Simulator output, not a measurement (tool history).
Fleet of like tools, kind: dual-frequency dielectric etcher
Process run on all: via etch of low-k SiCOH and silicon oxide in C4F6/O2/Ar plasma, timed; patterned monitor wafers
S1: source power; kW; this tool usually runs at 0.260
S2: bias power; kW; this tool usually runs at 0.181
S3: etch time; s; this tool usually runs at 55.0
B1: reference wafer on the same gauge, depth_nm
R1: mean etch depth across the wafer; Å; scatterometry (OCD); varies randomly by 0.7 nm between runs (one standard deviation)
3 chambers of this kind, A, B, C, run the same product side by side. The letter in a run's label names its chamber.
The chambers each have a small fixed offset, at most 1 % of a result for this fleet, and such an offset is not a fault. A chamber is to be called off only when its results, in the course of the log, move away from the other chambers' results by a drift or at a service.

run  hour     S1     S2    S3      B1      R1
 1B   2.9  0.260  0.181  55.0  105.14  1318.5
 2C   5.2  0.260  0.181  55.0  104.95  1291.0
 3A   7.1  0.260  0.181  55.0  104.90  1311.6
 4A   9.9  0.260  0.181  55.0  104.93  1321.7
 5C  12.0  0.260  0.181  55.0  104.91  1310.8
 6B  14.6  0.240  0.181  66.0  105.12  1522.8
 7C  19.1  0.240  0.181  66.0  105.05  1491.0
 8A  22.3  0.240  0.181  66.0  105.12  1527.2
 9B  26.4  0.310  0.181  39.5  104.96  1023.3
10C  29.2  0.310  0.181  39.5  104.96  1004.4
11B  33.6  0.310  0.181  39.5  104.92  1012.7
12A  35.6  0.260  0.181  55.0  104.99  1321.4
     36.6  -- chamber C: bias power generator calibrated
13B  38.4  0.260  0.181  55.0  104.96  1308.3
14C  40.4  0.260  0.181  55.0  105.13  1299.6
15A  44.8  0.260  0.181  55.0  105.00  1295.6
16B  48.1  0.260  0.181  55.0  105.15  1307.9
17A  50.3  0.260  0.181  55.0  105.09  1316.1
18C  52.5  0.240  0.181  55.0  104.87  1253.8
19C  55.2  0.240  0.181  55.0  105.06  1254.2
20A  58.1  0.240  0.181  55.0  104.99  1277.1
     58.3  -- chamber C: wet clean of the chamber
21B  60.9  0.260  0.181  55.0  104.95  1305.2
22A  65.3  0.260  0.181  55.0  104.98  1303.6
23B  67.3  0.210  0.181  48.0  105.02  1056.8
24C  71.6  0.210  0.181  48.0  105.07  1041.7
25A  74.3  0.210  0.181  48.0  105.01  1057.6

Next, all 3 chambers run the settings below, one line each with question marks for the results. What does each chamber give?
26A  77.5  0.210  0.181  55.0       ?
26B  77.5  0.210  0.181  55.0       ?
26C  77.5  0.210  0.181  55.0       ?

run      R1
26A  1205.6
26B  1202.8
26C  1185.6
